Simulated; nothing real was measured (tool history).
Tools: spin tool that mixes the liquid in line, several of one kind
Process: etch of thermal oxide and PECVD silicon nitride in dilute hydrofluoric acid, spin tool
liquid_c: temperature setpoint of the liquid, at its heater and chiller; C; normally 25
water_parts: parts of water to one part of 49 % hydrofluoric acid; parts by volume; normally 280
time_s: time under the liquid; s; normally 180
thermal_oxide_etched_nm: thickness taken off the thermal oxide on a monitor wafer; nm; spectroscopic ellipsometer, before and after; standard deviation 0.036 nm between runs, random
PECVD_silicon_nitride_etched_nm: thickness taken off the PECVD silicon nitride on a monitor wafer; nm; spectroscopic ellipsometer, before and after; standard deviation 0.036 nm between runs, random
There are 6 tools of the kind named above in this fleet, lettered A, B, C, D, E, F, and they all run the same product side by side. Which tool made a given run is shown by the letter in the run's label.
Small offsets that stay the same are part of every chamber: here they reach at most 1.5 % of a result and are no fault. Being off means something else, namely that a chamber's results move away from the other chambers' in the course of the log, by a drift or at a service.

run	day	liquid_c	water_parts	time_s	hours since the thermometer was replaced	hours since the hydrofluoric acid flow meter was replaced	read-back film thickness of the thermal oxide reference wafer, read on the same gauge (nm)	read-back film thickness of the PECVD silicon nitride reference wafer, read on the same gauge (nm)	thermal_oxide_etched_nm	PECVD_silicon_nitride_etched_nm
# day 0.146: chamber F: hydrofluoric acid flow meter replaced
1F	0.167	25	280	180	17.9	0.5	120.01	130.02	2.438	2.1452
2C	0.496	25	280	180	1837	419.4	120.04	130.02	2.3714	2.1368
3B	0.7	25	280	180	232.7	53.1	120	129.99	2.4645	2.1711
4A	0.904	25	280	180	651.4	58.6	120.01	130.01	2.4594	2.1126
5D	1.162	25	280	180	403.1	781.7	120	130	2.4421	2.0931
6E	1.35	25	280	180	136.1	1051.6	119.98	130.02	2.4533	2.1876
7C	1.625	25	280	180	1864.1	446.5	119.98	130.01	2.4469	2.1387
8B	1.983	25	280	180	263.5	83.9	119.99	130.02	2.472	2.1158
9A	2.208	25	280	180	682.7	89.9	119.99	130.02	2.4793	2.1599
10E	2.429	25	280	180	162	1077.5	120.01	129.99	2.447	2.1741
11F	2.75	25	280	180	79.9	62.5	119.99	130.01	2.496	2.0796
12D	2.95	25	280	180	446	824.6	119.98	130	2.4857	2.1392
13C	3.258	25	280	180	1903.3	485.7	119.99	129.98	2.4482	2.1771
14A	3.546	25	280	180	714.8	122	119.99	129.98	2.4739	2.1909
15B	3.712	25	280	180	305	125.4	120	130.01	2.4362	2.1735
16E	3.912	25	280	180	197.6	1113.1	119.98	129.99	2.4637	2.1471
17F	4.171	25	280	180	114	96.6	119.97	130	2.518	2.0959
18D	4.383	25	280	180	480.4	859	119.96	130.01	2.4986	2.0879
19F	4.683	25	280	180	126.3	108.9	119.99	129.98	2.4675	2.0375
20E	4.896	25	280	180	221.2	1136.7	120.01	130	2.4632	2.0823
21A	5.054	25	280	180	751	158.2	119.98	130	2.4727	2.1866
22B	5.408	25	280	180	345.7	166.1	120.01	129.98	2.4317	2.1173
23C	5.65	25	280	180	1960.7	543.1	119.99	130.03	2.4966	2.331
24D	5.908	25	280	180	517	895.6	120.01	130.01	2.5186	2.1374
25F	6.217	25	280	180	163.1	145.7	120.01	130.02	2.4889	2.1028
26C	6.4	25	280	180	1978.7	561.1	119.99	129.99	2.5453	2.2723
27E	6.612	25	280	180	262.4	1177.9	119.99	130	2.4347	2.113
28B	6.954	25	280	180	382.8	203.2	119.98	129.98	2.4273	2.122
29A	7.308	23.5	280	85	805.1	212.3	120.03	130.02	1.0972	0.94764
30D	7.462	23.5	280	85	554.3	932.9	119.98	130.01	1.1124	0.91801
31C	7.642	23.5	280	85	2008.5	590.9	119.97	129.98	1.1118	1.0224
32D	7.838	23.5	280	85	563.3	941.9	120	130	1.0988	0.91413
# day 8.038: chamber A: thermometer replaced
33A	8.104	23.5	280	85	1.7	231.4	119.97	130	1.0977	0.90042
34B	8.371	23.5	280	85	416.8	237.2	119.99	130	1.0972	0.90116
35E	8.533	25	280	180	308.5	1224	120.02	130.01	2.4067	2.09
36F	8.883	25	280	180	227.1	209.7	119.97	130.01	2.4961	2.1198
37E	9.225	25	280	180	325.1	1240.6	119.98	129.99	2.4611	2.155
38F	9.529	25	280	180	242.6	225.2	120	130	2.4593	2.1698
39C	9.867	25	280	180	2061.9	644.3	120.02	130	2.6062	2.4294
40D	10.088	25	280	180	617.3	995.9	120	130	2.4527	2.1228

One chamber off, gauge drift, or nothing amiss beyond the chambers' own small offsets? If it is a chamber, which one, and what is the likeliest cause?

Little by little, chamber C moves away from the other chambers.
Cause: liquid hotter than its thermometer reads (K) = 2.33.

Here are 4 candidates for chamber C's next run, each the usual settings with a change, their results left as question marks. Which one brings its results back in line with what the others give on the usual settings?
In line here means within this much of the mean the other chambers give on the usual settings: thermal_oxide_etched_nm 0.12 nm; PECVD_silicon_nitride_etched_nm 0.13 nm
41C-1	10.346	28.5	325	220					?	?
41C-2	10.346	23	255	160					?	?
41C-3	10.346	21.5	235	145					?	?
41C-4	10.346	27	305	200					?	?

The other chambers' mean on the usual settings: thermal_oxide_etched_nm 2.4551 nm; PECVD_silicon_nitride_etched_nm 2.1259 nm
run	thermal_oxide_etched_nm	PECVD_silicon_nitride_etched_nm
41C-1	2.9754	3.1732
41C-2	2.4694	2.1259
41C-3	2.3487	1.902
41C-4	2.8058	2.8225
It is 41C-2 that realigns the chamber with its peers.

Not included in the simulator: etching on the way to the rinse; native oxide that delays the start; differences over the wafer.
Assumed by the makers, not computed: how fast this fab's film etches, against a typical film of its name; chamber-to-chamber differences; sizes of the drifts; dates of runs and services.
